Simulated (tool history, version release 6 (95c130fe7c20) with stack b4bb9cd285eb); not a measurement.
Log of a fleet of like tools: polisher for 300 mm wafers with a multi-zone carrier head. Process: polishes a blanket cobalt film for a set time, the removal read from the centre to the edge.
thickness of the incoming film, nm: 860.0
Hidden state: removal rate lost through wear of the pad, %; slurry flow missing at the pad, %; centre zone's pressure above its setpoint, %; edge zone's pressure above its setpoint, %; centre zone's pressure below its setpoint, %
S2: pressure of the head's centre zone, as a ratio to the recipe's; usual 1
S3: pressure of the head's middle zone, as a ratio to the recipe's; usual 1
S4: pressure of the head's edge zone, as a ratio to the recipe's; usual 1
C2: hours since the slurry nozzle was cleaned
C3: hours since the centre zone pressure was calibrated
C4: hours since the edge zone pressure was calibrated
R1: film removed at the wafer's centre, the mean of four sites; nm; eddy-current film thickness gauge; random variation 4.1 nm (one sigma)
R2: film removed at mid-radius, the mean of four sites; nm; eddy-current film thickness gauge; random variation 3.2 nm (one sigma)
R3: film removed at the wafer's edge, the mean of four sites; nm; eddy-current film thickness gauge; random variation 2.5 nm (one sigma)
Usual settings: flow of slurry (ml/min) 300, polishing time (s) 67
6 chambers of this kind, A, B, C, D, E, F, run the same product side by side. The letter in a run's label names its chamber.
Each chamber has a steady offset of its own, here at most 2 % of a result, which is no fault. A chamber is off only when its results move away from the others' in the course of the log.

{"run": "1A", "day": 0.138, "flow of slurry (ml/min)": 300, "S2": 1, "S3": 1, "S4": 1, "polishing time (s)": 67, "wafers polished on this pad": 1087, "C2": 168.1, "C3": 464.3, "C4": 522.2, "R1": 273.07, "R2": 270.02, "R3": 271.8}
{"day": 0.2, "done": "chamber F: worn pad replaced by a new one"}
{"run": "2B", "day": 0.329, "flow of slurry (ml/min)": 300, "S2": 1, "S3": 1, "S4": 1, "polishing time (s)": 67, "wafers polished on this pad": 589, "C2": 347.6, "C3": 976.7, "C4": 244, "R1": 265.86, "R2": 267.8, "R3": 272.32}
{"day": 0.45, "done": "chamber D: edge zone pressure recalibrated"}
{"run": "3C", "day": 0.483, "flow of slurry (ml/min)": 300, "S2": 1, "S3": 1, "S4": 1, "polishing time (s)": 67, "wafers polished on this pad": 114, "C2": 48, "C3": 922.7, "C4": 1200.5, "R1": 279.72, "R2": 271.53, "R3": 267.65}
{"run": "4E", "day": 0.717, "flow of slurry (ml/min)": 300, "S2": 1, "S3": 1, "S4": 1, "polishing time (s)": 67, "wafers polished on this pad": 366, "C2": 681.7, "C3": 538.7, "C4": 1291.1, "R1": 273.2, "R2": 271.76, "R3": 268}
{"run": "5D", "day": 0.904, "flow of slurry (ml/min)": 300, "S2": 1, "S3": 1, "S4": 1, "polishing time (s)": 67, "wafers polished on this pad": 666, "C2": 489.9, "C3": 41.4, "C4": 10.9, "R1": 263.27, "R2": 273.41, "R3": 273.77}
{"run": "6F", "day": 1.138, "flow of slurry (ml/min)": 300, "S2": 1.09, "S3": 1, "S4": 1, "polishing time (s)": 67, "wafers polished on this pad": 181, "C2": 121.9, "C3": 290.7, "C4": 480.5, "R1": 291.28, "R2": 271.46, "R3": 270.47}
{"run": "7B", "day": 1.283, "flow of slurry (ml/min)": 300, "S2": 1.09, "S3": 1, "S4": 1, "polishing time (s)": 67, "wafers polished on this pad": 773, "C2": 370.5, "C3": 999.6, "C4": 266.9, "R1": 294.91, "R2": 270.57, "R3": 274.03}
{"run": "8C", "day": 1.396, "flow of slurry (ml/min)": 300, "S2": 1.09, "S3": 1, "S4": 1, "polishing time (s)": 67, "wafers polished on this pad": 291, "C2": 69.9, "C3": 944.6, "C4": 1222.4, "R1": 292.57, "R2": 271.19, "R3": 263.73}
{"run": "9F", "day": 1.508, "flow of slurry (ml/min)": 300, "S2": 1.09, "S3": 1, "S4": 1, "polishing time (s)": 67, "wafers polished on this pad": 253, "C2": 130.8, "C3": 299.6, "C4": 489.4, "R1": 295.2, "R2": 279.82, "R3": 268.95}
{"day": 1.521, "done": "chamber A: worn pad replaced by a new one"}
{"run": "10D", "day": 1.667, "flow of slurry (ml/min)": 300, "S2": 1.09, "S3": 1, "S4": 1, "polishing time (s)": 67, "wafers polished on this pad": 813, "C2": 508.2, "C3": 59.7, "C4": 29.2, "R1": 290.2, "R2": 280.69, "R3": 266.93}
{"day": 1.85, "done": "chamber A: centre zone pressure recalibrated"}
{"run": "11A", "day": 1.875, "flow of slurry (ml/min)": 300, "S2": 1.09, "S3": 1, "S4": 1, "polishing time (s)": 67, "wafers polished on this pad": 69, "C2": 209.8, "C3": 0.6, "C4": 563.9, "R1": 305.86, "R2": 273.99, "R3": 272.21}
{"run": "12E", "day": 2.117, "flow of slurry (ml/min)": 300, "S2": 1, "S3": 1, "S4": 1, "polishing time (s)": 67, "wafers polished on this pad": 637, "C2": 715.3, "C3": 572.3, "C4": 1324.7, "R1": 272.19, "R2": 275.36, "R3": 270.5}
{"day": 2.325, "done": "chamber B: worn pad replaced by a new one"}
{"run": "13C", "day": 2.35, "flow of slurry (ml/min)": 300, "S2": 1, "S3": 1, "S4": 1, "polishing time (s)": 67, "wafers polished on this pad": 475, "C2": 92.8, "C3": 967.5, "C4": 1245.3, "R1": 272.77, "R2": 273.81, "R3": 264.01}
{"day": 2.408, "done": "chamber C: worn pad replaced by a new one"}
{"day": 2.492, "done": "chamber C: edge zone pressure recalibrated"}
{"run": "14D", "day": 2.504, "flow of slurry (ml/min)": 300, "S2": 1, "S3": 1, "S4": 1, "polishing time (s)": 67, "wafers polished on this pad": 975, "C2": 528.3, "C3": 79.8, "C4": 49.3, "R1": 268.77, "R2": 270.54, "R3": 267.64}
{"run": "15B", "day": 2.708, "flow of slurry (ml/min)": 300, "S2": 1, "S3": 1, "S4": 1, "polishing time (s)": 67, "wafers polished on this pad": 74, "C2": 404.7, "C3": 1033.8, "C4": 301.1, "R1": 268.24, "R2": 270.46, "R3": 271.34}
{"run": "16E", "day": 2.917, "flow of slurry (ml/min)": 300, "S2": 1, "S3": 1, "S4": 1, "polishing time (s)": 67, "wafers polished on this pad": 791, "C2": 734.5, "C3": 591.5, "C4": 1343.9, "R1": 268.51, "R2": 268.98, "R3": 269.69}
{"run": "17A", "day": 3.1, "flow of slurry (ml/min)": 300, "S2": 1, "S3": 1, "S4": 1, "polishing time (s)": 67, "wafers polished on this pad": 305, "C2": 239.2, "C3": 30, "C4": 593.3, "R1": 272.37, "R2": 275.82, "R3": 264.61}
{"run": "18F", "day": 3.225, "flow of slurry (ml/min)": 300, "S2": 1, "S3": 1, "S4": 1, "polishing time (s)": 67, "wafers polished on this pad": 585, "C2": 172, "C3": 340.8, "C4": 530.6, "R1": 259.95, "R2": 270.21, "R3": 274.8}
{"day": 3.317, "done": "chamber C: centre zone pressure recalibrated"}
{"run": "19F", "day": 3.438, "flow of slurry (ml/min)": 300, "S2": 1, "S3": 0.96, "S4": 1, "polishing time (s)": 67, "wafers polished on this pad": 626, "C2": 177.1, "C3": 345.9, "C4": 535.7, "R1": 268.84, "R2": 262.5, "R3": 269.27}
{"run": "20B", "day": 3.546, "flow of slurry (ml/min)": 300, "S2": 1, "S3": 0.96, "S4": 1, "polishing time (s)": 67, "wafers polished on this pad": 236, "C2": 424.8, "C3": 1053.9, "C4": 321.2, "R1": 273.21, "R2": 260.16, "R3": 277.48}
{"day": 3.65, "done": "chamber D: slurry nozzle cleaned"}
{"run": "21A", "day": 3.675, "flow of slurry (ml/min)": 300, "S2": 1, "S3": 0.96, "S4": 1, "polishing time (s)": 67, "wafers polished on this pad": 416, "C2": 253, "C3": 43.8, "C4": 607.1, "R1": 268.68, "R2": 262.83, "R3": 269.4}
{"run": "22C", "day": 3.892, "flow of slurry (ml/min)": 300, "S2": 1, "S3": 0.96, "S4": 1, "polishing time (s)": 67, "wafers polished on this pad": 287, "C2": 129.8, "C3": 13.9, "C4": 33.6, "R1": 270.5, "R2": 268.87, "R3": 267.22}
{"run": "23E", "day": 4.0, "flow of slurry (ml/min)": 300, "S2": 1, "S3": 0.96, "S4": 1, "polishing time (s)": 67, "wafers polished on this pad": 1001, "C2": 760.5, "C3": 617.5, "C4": 1369.9, "R1": 272.46, "R2": 266.54, "R3": 269.12}
{"run": "24D", "day": 4.154, "flow of slurry (ml/min)": 300, "S2": 1, "S3": 0.96, "S4": 1, "polishing time (s)": 67, "wafers polished on this pad": 1294, "C2": 12.2, "C3": 119.4, "C4": 88.9, "R1": 258.77, "R2": 252.67, "R3": 253.74}
{"run": "25A", "day": 4.367, "flow of slurry (ml/min)": 300, "S2": 1, "S3": 1, "S4": 1, "polishing time (s)": 67, "wafers polished on this pad": 550, "C2": 269.6, "C3": 60.4, "C4": 623.7, "R1": 281.61, "R2": 270.61, "R3": 267.24}
{"run": "26E", "day": 4.504, "flow of slurry (ml/min)": 300, "S2": 1, "S3": 1, "S4": 1, "polishing time (s)": 67, "wafers polished on this pad": 1098, "C2": 772.6, "C3": 629.6, "C4": 1382, "R1": 268.88, "R2": 272.28, "R3": 271.26}
{"run": "27C", "day": 4.708, "flow of slurry (ml/min)": 300, "S2": 1, "S3": 0.95, "S4": 1, "polishing time (s)": 67, "wafers polished on this pad": 445, "C2": 149.4, "C3": 33.5, "C4": 53.2, "R1": 276.77, "R2": 261.4, "R3": 267.09}
{"day": 4.85, "done": "chamber C: worn pad replaced by a new one"}
{"run": "28B", "day": 4.862, "flow of slurry (ml/min)": 300, "S2": 1, "S3": 0.95, "S4": 1, "polishing time (s)": 67, "wafers polished on this pad": 491, "C2": 456.4, "C3": 1085.5, "C4": 352.8, "R1": 279.58, "R2": 261.34, "R3": 272.16}
{"run": "29F", "day": 5.088, "flow of slurry (ml/min)": 300, "S2": 1, "S3": 0.95, "S4": 1, "polishing time (s)": 67, "wafers polished on this pad": 945, "C2": 216.7, "C3": 385.5, "C4": 575.3, "R1": 263.86, "R2": 260.29, "R3": 273.16}
{"run": "30D", "day": 5.262, "flow of slurry (ml/min)": 300, "S2": 1, "S3": 0.95, "S4": 1, "polishing time (s)": 67, "wafers polished on this pad": 1508, "C2": 38.8, "C3": 146, "C4": 115.5, "R1": 241, "R2": 237.37, "R3": 248.89}
{"run": "31F", "day": 5.412, "flow of slurry (ml/min)": 300, "S2": 1, "S3": 0.95, "S4": 1, "polishing time (s)": 67, "wafers polished on this pad": 1007, "C2": 224.5, "C3": 393.3, "C4": 583.1, "R1": 272.97, "R2": 259.06, "R3": 273.2}
{"run": "32A", "day": 5.625, "flow of slurry (ml/min)": 300, "S2": 1, "S3": 0.95, "S4": 1, "polishing time (s)": 67, "wafers polished on this pad": 793, "C2": 299.8, "C3": 90.6, "C4": 653.9, "R1": 272, "R2": 265.38, "R3": 265.99}
{"run": "33B", "day": 5.742, "flow of slurry (ml/min)": 300, "S2": 1, "S3": 1, "S4": 1, "polishing time (s)": 67, "wafers polished on this pad": 660, "C2": 477.5, "C3": 1106.6, "C4": 373.9, "R1": 271.56, "R2": 272.85, "R3": 276.58}
{"day": 5.858, "done": "chamber E: slurry nozzle cleaned"}
{"day": 5.883, "done": "chamber E: worn pad replaced by a new one"}
{"run": "34E", "day": 5.967, "flow of slurry (ml/min)": 300, "S2": 1.08, "S3": 1, "S4": 0.89, "polishing time (s)": 67, "wafers polished on this pad": 16, "C2": 2.7, "C3": 664.7, "C4": 1417.1, "R1": 289.23, "R2": 265.34, "R3": 255.84}
{"run": "35D", "day": 6.121, "flow of slurry (ml/min)": 300, "S2": 1.08, "S3": 1, "S4": 0.89, "polishing time (s)": 67, "wafers polished on this pad": 1674, "C2": 59.4, "C3": 166.6, "C4": 136.1, "R1": 264.21, "R2": 243.22, "R3": 227.85}
{"run": "36C", "day": 6.25, "flow of slurry (ml/min)": 300, "S2": 1.08, "S3": 1, "S4": 0.89, "polishing time (s)": 67, "wafers polished on this pad": 271, "C2": 186.4, "C3": 70.5, "C4": 90.2, "R1": 294.14, "R2": 281.95, "R3": 253.45}

Next, every chamber runs the same settings. What will each give?
{"run": "37A", "day": 6.421, "flow of slurry (ml/min)": 300, "S2": 1, "S3": 1, "S4": 1.05, "polishing time (s)": 67, "R1": "?", "R2": "?", "R3": "?"}
{"run": "37B", "day": 6.421, "flow of slurry (ml/min)": 300, "S2": 1, "S3": 1, "S4": 1.05, "polishing time (s)": 67, "R1": "?", "R2": "?", "R3": "?"}
{"run": "37C", "day": 6.421, "flow of slurry (ml/min)": 300, "S2": 1, "S3": 1, "S4": 1.05, "polishing time (s)": 67, "R1": "?", "R2": "?", "R3": "?"}
{"run": "37D", "day": 6.421, "flow of slurry (ml/min)": 300, "S2": 1, "S3": 1, "S4": 1.05, "polishing time (s)": 67, "R1": "?", "R2": "?", "R3": "?"}
{"run": "37E", "day": 6.421, "flow of slurry (ml/min)": 300, "S2": 1, "S3": 1, "S4": 1.05, "polishing time (s)": 67, "R1": "?", "R2": "?", "R3": "?"}
{"run": "37F", "day": 6.421, "flow of slurry (ml/min)": 300, "S2": 1, "S3": 1, "S4": 1.05, "polishing time (s)": 67, "R1": "?", "R2": "?", "R3": "?"}

run=37A R1=271.65 R2=275.86 R3=273.03
run=37B R1=271.64 R2=273.72 R3=282.88
run=37C R1=271.14 R2=271.54 R3=267.73
run=37D R1=238.84 R2=242.35 R3=242.77
run=37E R1=264.21 R2=275.72 R3=276.41
run=37F R1=272.83 R2=268.71 R3=279.96
